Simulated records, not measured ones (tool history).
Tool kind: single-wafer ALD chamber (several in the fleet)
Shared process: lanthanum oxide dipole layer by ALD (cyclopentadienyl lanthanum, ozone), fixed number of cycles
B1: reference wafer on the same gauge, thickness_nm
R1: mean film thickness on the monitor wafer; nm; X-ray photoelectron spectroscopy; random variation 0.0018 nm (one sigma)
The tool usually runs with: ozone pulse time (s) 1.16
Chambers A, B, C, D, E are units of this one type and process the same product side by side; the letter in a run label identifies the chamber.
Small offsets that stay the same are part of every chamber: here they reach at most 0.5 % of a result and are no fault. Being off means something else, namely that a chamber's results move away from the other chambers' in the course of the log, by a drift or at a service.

Run 1A, day 0.117: usual settings; B1 0.45395. Result: R1 0.51765 nm.
Run 2E, day 0.329: usual settings; B1 0.45384. Result: R1 0.52242 nm.
At day 0.358: chamber A: ozone generator serviced.
At day 0.371: chamber B: thermocouple changed; heater temperature recalibrated.
Run 3D, day 0.429: usual settings; B1 0.45398. Result: R1 0.51956 nm.
Run 4C, day 0.596: usual settings; B1 0.45394. Result: R1 0.52105 nm.
Run 5B, day 0.779: usual settings; B1 0.45426. Result: R1 0.52389 nm.
Run 6C, day 0.95: usual settings; B1 0.45362. Result: R1 0.52561 nm.
Run 7E, day 1.171: usual settings; B1 0.45409. Result: R1 0.51874 nm.
Run 8A, day 1.279: usual settings; B1 0.45402. Result: R1 0.521 nm.
Run 9D, day 1.496: usual settings; B1 0.45394. Result: R1 0.51947 nm.
Run 10B, day 1.692: usual settings but ozone pulse time (s) 1.47; B1 0.4539. Result: R1 0.5424 nm.
Run 11A, day 1.829: usual settings but ozone pulse time (s) 1.47; B1 0.45416. Result: R1 0.55135 nm.
Run 12D, day 2.004: usual settings but ozone pulse time (s) 1.47; B1 0.45441. Result: R1 0.54828 nm.
Run 13C, day 2.112: usual settings but ozone pulse time (s) 1.47; B1 0.45358. Result: R1 0.54947 nm.
Run 14B, day 2.271: usual settings but ozone pulse time (s) 1.47; B1 0.45388. Result: R1 0.54676 nm.
Run 15E, day 2.383: usual settings; B1 0.45392. Result: R1 0.52236 nm.
Run 16C, day 2.6: usual settings; B1 0.45389. Result: R1 0.52728 nm.
Run 17A, day 2.792: usual settings; B1 0.45404. Result: R1 0.51926 nm.
Run 18E, day 2.912: usual settings; B1 0.45396. Result: R1 0.52237 nm.
At day 2.979: chamber E: thermocouple changed; heater temperature recalibrated.
Run 19B, day 3.142: usual settings; B1 0.45383. Result: R1 0.51982 nm.
Run 20D, day 3.342: usual settings; B1 0.45388. Result: R1 0.51168 nm.
Run 21A, day 3.488: usual settings; B1 0.45387. Result: R1 0.51864 nm.
Run 22C, day 3.708: usual settings; B1 0.45388. Result: R1 0.52298 nm.
Run 23D, day 3.862: usual settings; B1 0.45384. Result: R1 0.50808 nm.
Run 24B, day 4.058: usual settings but ozone pulse time (s) 0.82; B1 0.45397. Result: R1 0.46517 nm.
Run 25E, day 4.196: usual settings but ozone pulse time (s) 0.82; B1 0.45432. Result: R1 0.46667 nm.
Run 26E, day 4.4: usual settings but ozone pulse time (s) 0.82; B1 0.45424. Result: R1 0.4669 nm.
Run 27C, day 4.542: usual settings but ozone pulse time (s) 0.82; B1 0.45416. Result: R1 0.46507 nm.
Run 28D, day 4.658: usual settings but ozone pulse time (s) 0.82; B1 0.45432. Result: R1 0.44486 nm.
Run 29B, day 4.833: usual settings; B1 0.45391. Result: R1 0.52184 nm.
Run 30A, day 4.988: usual settings but ozone pulse time (s) 0.9; B1 0.45397. Result: R1 0.48019 nm.
Run 31A, day 5.1: usual settings but ozone pulse time (s) 0.9; B1 0.45426. Result: R1 0.48452 nm.
Run 32E, day 5.304: usual settings but ozone pulse time (s) 0.9; B1 0.45386. Result: R1 0.48025 nm.
Run 33B, day 5.442: usual settings but ozone pulse time (s) 0.9; B1 0.45389. Result: R1 0.4796 nm.
Run 34C, day 5.546: usual settings but ozone pulse time (s) 0.9; B1 0.45414. Result: R1 0.48534 nm.

What goes on in this fleet: one chamber off, a drifting gauge, or nothing beyond the chambers' own small offsets? Name the chamber and the cause, if any.

One chamber, D, drifts off from the rest bit by bit.
Likeliest cause: ozone dose below that of a generator just serviced (%) = 13.7.

Chamber D could run next with any of the 4 candidate recipes listed below; each alters the usual settings, and their results appear as question marks. Which one brings its results back in line with what the other chambers deliver on the usual settings?
In-line tolerance around the mean of the other chambers on the usual settings: R1 0.0064 nm
Run 35D-1, day 5.717: usual settings but ozone pulse time (s) 1.21. Result: R1 ?.
Run 35D-2, day 5.717: usual settings but ozone pulse time (s) 1.35. Result: R1 ?.
Run 35D-3, day 5.717: usual settings but ozone pulse time (s) 1.11. Result: R1 ?.
Run 35D-4, day 5.717: usual settings but ozone pulse time (s) 1.02. Result: R1 ?.

Other chambers, usual settings, mean: R1 0.52167 nm
  run       R1
35D-1  0.50483
35D-2  0.52021
35D-3  0.49132
35D-4  0.47699
35D-2 puts the chamber back in line with the other chambers.
